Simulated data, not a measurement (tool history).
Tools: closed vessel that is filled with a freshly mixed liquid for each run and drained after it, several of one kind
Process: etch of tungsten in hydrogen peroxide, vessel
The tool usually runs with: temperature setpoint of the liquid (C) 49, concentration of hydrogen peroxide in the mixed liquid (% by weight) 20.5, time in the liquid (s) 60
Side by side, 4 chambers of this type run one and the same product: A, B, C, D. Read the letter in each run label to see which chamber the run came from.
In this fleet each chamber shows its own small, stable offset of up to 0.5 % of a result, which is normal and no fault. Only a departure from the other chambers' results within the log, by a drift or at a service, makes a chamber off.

run	hour	temperature setpoint of the liquid (C)	concentration of hydrogen peroxide in the mixed liquid (% by weight)	time in the liquid (s)	hours since the thermometer was replaced	hours since the peroxide flow meter was replaced	hours since the drum of peroxide was connected	read-back film thickness of the tungsten reference wafer, read on the same gauge (nm)	thickness taken off the tungsten on a monitor wafer (angstrom)
1C	8.2	49	20.5	60	1474.1	990.8	428.3	59.988	1080.5
2A	18.8	49	20.5	60	681.5	480.9	543.3	59.984	1080.7
3B	26.1	49	20.5	60	1302.4	1041.9	373.2	60.013	1079.2
4D	38.4	49	20.5	60	1421.1	1180.8	712.5	59.968	1082
5A	46.7	49	20.5	60	709.4	508.8	571.2	60.013	1083.1
6D	58.3	49	20.5	85	1441	1200.7	732.4	59.986	1537.7
7C	65	49	20.5	85	1530.9	1047.6	485.1	60.04	1524.4
8B	73.6	49	20.5	85	1349.9	1089.4	420.7	60.029	1539.1
# hour 76.6: chamber D: thermometer replaced
# hour 79.3: chamber A: thermometer replaced
9B	82	49	20.5	85	1358.3	1097.8	429.1	60.023	1529.4
10A	89	49	20.5	60	9.7	551.1	613.5	59.997	1076.2
11C	95.3	42.5	20.5	30	1561.2	1077.9	515.4	59.996	359.41
12D	107	42.5	20.5	30	30.5	1249.4	781.1	60.074	361.22
13B	113.1	42.5	20.5	30	1389.4	1128.9	460.2	59.986	358.98
14A	123	42.5	20.5	30	43.7	585.1	647.5	59.996	361.17
15D	133.4	49	20.5	60	56.9	1275.8	807.5	59.968	1089
16C	143.9	49	20.5	60	1609.8	1126.5	564	59.977	1065
17B	152	49	20.5	60	1428.3	1167.8	499.1	59.995	1087
18D	163.9	49	20.5	60	87.4	1306.3	838	59.955	1085.9
19A	171.2	54	20.5	60	91.9	633.3	695.7	59.977	1464.1
20C	179.9	54	20.5	60	1645.8	1162.5	600	59.973	1434
21B	187.8	54	20.5	60	1464.1	1203.6	534.9	60.013	1480.2
22A	197.2	54	20.5	60	117.9	659.3	721.7	59.975	1476.4
23C	202.9	49	20.5	60	1668.8	1185.5	623	60.036	1064.7
24D	208.5	49	20.5	90	132	1350.9	882.6	60.051	1624.9
25B	215.6	49	20.5	90	1491.9	1231.4	562.7	59.965	1627.1
# hour 217.8: chamber B: new drum of peroxide connected
26A	222	49	20.5	90	142.7	684.1	746.5	60.002	1616.7
27D	230.5	49	20.5	90	154	1372.9	904.6	59.97	1609.6
28C	241	49	20.5	60	1706.9	1223.6	661.1	59.992	1053.1
29C	248.4	49	20.5	60	1714.3	1231	668.5	60.034	1046.2
30B	259	49	20.5	60	1535.3	1274.8	41.3	59.996	1092.2

Read the log: is a single chamber off, either drifting away or since a service, is the gauge that measures every chamber drifting, or is nothing wrong beyond small per-chamber offsets? Name any odd chamber and what most likely caused it.

Little by little, chamber C moves away from the other chambers.
Likeliest cause: peroxide weaker than its label (%) = 7.29.
The log might look much the same if the cause were instead: liquid colder than its thermometer reads (K); peroxide flow below the setpoint (%).

Chamber C could run next with any of the 4 candidate recipes listed below; each alters the usual settings, and their results appear as question marks. Which one brings its results back in line with what the other chambers deliver on the usual settings?
A result is in line if it is within this distance of the other chambers' mean on the usual settings: thickness taken off the tungsten on a monitor wafer (angstrom) 17
31C-1	268.3	49	22	60					?
31C-2	268.3	50	20.5	60					?
31C-3	268.3	48	20.5	60					?
31C-4	268.3	49	19	60					?

Other chambers, usual settings, mean: thickness taken off the tungsten on a monitor wafer (angstrom) 1083.7
run	thickness taken off the tungsten on a monitor wafer (angstrom)
31C-1	1083.1
31C-2	1110.6
31C-3	983.3
31C-4	1005.9
The right change is 31C-1: it brings the chamber back within the allowed miss of the others.
